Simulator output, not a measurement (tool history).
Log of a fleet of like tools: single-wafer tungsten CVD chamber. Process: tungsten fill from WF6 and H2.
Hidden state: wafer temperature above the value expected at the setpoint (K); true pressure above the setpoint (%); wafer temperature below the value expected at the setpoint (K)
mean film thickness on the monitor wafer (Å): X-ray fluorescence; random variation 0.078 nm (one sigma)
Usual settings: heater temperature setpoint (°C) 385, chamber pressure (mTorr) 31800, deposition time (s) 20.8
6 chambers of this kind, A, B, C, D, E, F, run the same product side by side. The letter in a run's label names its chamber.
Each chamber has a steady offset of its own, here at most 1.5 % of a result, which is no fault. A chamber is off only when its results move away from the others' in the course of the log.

run	day	heater temperature setpoint (°C)	chamber pressure (mTorr)	deposition time (s)	hours since the last thermocouple change	hours since the last manometer calibration	read-back reference wafer on the same gauge, thickness_nm	mean film thickness on the monitor wafer (Å)
1C	0.533	385	31800	20.8	322.6	2455.6	39.284	467.47
2E	1.075	385	31800	20.8	1000.5	528.1	39.275	462.17
3F	1.454	385	31800	20.8	902.1	335.9	39.277	461.46
4A	2.054	385	31800	20.8	2148.5	973	39.28	468.13
5D	2.583	385	31800	20.8	1140.7	103.4	39.275	459.48
6B	3.158	396	31800	20.8	1680.8	642.6	39.257	575.39
7E	3.721	396	31800	20.8	1064	591.6	39.25	567.63
8C	4.192	396	31800	20.8	410.4	2543.4	39.239	576.61
9A	4.492	396	31800	20.8	2207	1031.5	39.239	576.1
10B	5.112	396	31800	20.8	1727.7	689.5	39.224	575.03
# day 5.604: chamber A: thermocouple changed; heater temperature recalibrated
11D	5.717	396	31800	20.8	1215.9	178.6	39.207	567.89
12F	6.321	385	31800	20.8	1018.9	452.7	39.206	459.93
# day 6.779: chamber A: capacitance manometer re-zeroed and calibrated
13F	6.842	385	31800	19.1	1031.4	465.2	39.182	422.37
14A	7.188	385	31800	19.1	38.1	9.8	39.199	426.4
15E	7.542	385	31800	19.1	1155.7	683.3	39.19	422.33
16B	7.875	385	31800	19.1	1794	755.8	39.19	424.16
# day 8.225: chamber C: capacitance manometer re-zeroed and calibrated
17D	8.358	385	31800	19.1	1279.3	242	39.176	420.77
18C	8.638	385	31800	19.1	517.1	9.9	39.177	430.36
19E	8.975	385	31800	20.8	1190.1	717.7	39.176	459.42
20C	9.433	385	31800	20.8	536.2	29	39.174	467.3
21B	9.75	385	31800	20.8	1839	800.8	39.15	461.97
22D	10.254	385	31800	20.8	1324.8	287.5	39.17	459.64
23F	10.779	385	31800	20.8	1125.9	559.7	39.137	458.69
24A	11.325	385	31800	20.8	137.4	109.1	39.136	465.76
25C	11.871	385	31800	20.8	594.7	87.5	39.12	466.9
26E	12.2	385	31800	20.8	1267.5	795.1	39.123	459.47
27A	12.483	385	31800	20.8	165.2	136.9	39.113	465.1
28B	13.054	385	31800	20.8	1918.3	880.1	39.121	461.98
29F	13.55	385	31800	20.8	1192.4	626.2	39.106	459.43
30D	14.083	385	31800	20.8	1416.7	379.4	39.1	458.4
31A	14.683	385	31800	20.8	218	189.7	39.081	465.18
32D	15.038	385	31800	20.8	1439.6	402.3	39.074	458.57
33F	15.454	385	31800	20.8	1238.1	671.9	39.074	459.2
34B	16.075	385	31800	20.8	1990.8	952.6	39.081	461.33
35C	16.392	385	31800	20.8	703.2	196	39.056	466.78
36E	16.783	385	31800	20.8	1377.5	905.1	39.039	458
37C	17.396	385	26600	18.6	727.3	220.1	39.04	384.44
38A	17.942	385	26600	18.6	296.2	267.9	39.027	381.82

What goes on in this fleet: one chamber off, a drifting gauge, or nothing beyond the chambers' own small offsets? Name the chamber and the cause, if any.

The gauge drifts, so all chambers seem to drift together. No chamber is off.
Cause: gauge reads low (%) = 0.683.
